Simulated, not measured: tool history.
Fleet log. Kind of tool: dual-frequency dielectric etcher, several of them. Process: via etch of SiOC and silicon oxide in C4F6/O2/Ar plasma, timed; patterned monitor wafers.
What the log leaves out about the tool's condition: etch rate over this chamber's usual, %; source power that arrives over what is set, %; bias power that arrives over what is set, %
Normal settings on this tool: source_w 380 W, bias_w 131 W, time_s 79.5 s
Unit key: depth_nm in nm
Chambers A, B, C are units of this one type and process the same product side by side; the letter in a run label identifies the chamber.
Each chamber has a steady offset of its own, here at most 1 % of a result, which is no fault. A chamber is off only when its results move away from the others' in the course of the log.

run	hour	source_w	bias_w	time_s	hours since the last wet clean	hours since the last source power generator calibration	hours since the last bias power generator calibration	read-back reference wafer on the same gauge, depth_nm	depth_nm
1A	6.8	380	131	79.5	294.9	1166.3	1271.7	86.585	79.268
2B	10.9	380	131	79.5	184.9	323.9	1307.2	86.566	79.613
3C	18.6	380	131	79.5	306.4	1462.8	675.0	86.517	80.070
4C	25.5	380	131	79.5	313.3	1469.7	681.9	86.528	79.550
5B	31.7	380	131	79.5	205.7	344.7	1328.0	86.506	79.515
6A	35.4	380	131	79.5	323.5	1194.9	1300.3	86.491	79.132
7A	41.5	380	131	79.5	329.6	1201.0	1306.4	86.457	78.955
8B	46.7	380	131	79.5	220.7	359.7	1343.0	86.454	79.334
9C	52.5	380	131	79.5	340.3	1496.7	708.9	86.425	79.928
10B	56.3	380	131	79.5	230.3	369.3	1352.6	86.392	79.444
11A	63.7	380	131	79.5	351.8	1223.2	1328.6	86.371	78.859
# hour 66.5: chamber A: wet clean of the chamber
12C	68.4	380	131	79.5	356.2	1512.6	724.8	86.352	79.430
13C	75.3	380	131	79.5	363.1	1519.5	731.7	86.324	79.499
14A	79.9	380	131	79.5	13.5	1239.4	1344.8	86.304	78.955
15B	86.0	380	131	79.5	260.0	399.0	1382.3	86.317	79.186
16A	91.0	380	131	79.5	24.6	1250.5	1355.9	86.284	78.639
17B	95.7	380	131	79.5	269.7	408.7	1392.0	86.255	79.315
18C	100.0	380	131	79.5	387.8	1544.2	756.4	86.242	79.435
19B	105.8	380	131	79.5	279.8	418.8	1402.1	86.271	79.257
20A	110.8	380	131	79.5	44.4	1270.3	1375.7	86.205	78.701
21C	118.5	380	131	79.5	406.3	1562.7	774.9	86.187	79.713
22C	123.9	380	131	79.5	411.7	1568.1	780.3	86.181	79.573
23A	131.9	380	131	102.5	65.5	1291.4	1396.8	86.141	101.270
24B	137.8	380	131	102.5	311.8	450.8	1434.1	86.116	101.900

Does one chamber stand apart from the rest, does the shared gauge drift, or is all well apart from small per-chamber offsets? Give the chamber and the most likely cause, where there is one.

The gauge drifts, so all chambers seem to drift together. No chamber is off.
What lies behind it: gauge reads low (%) = 0.602.
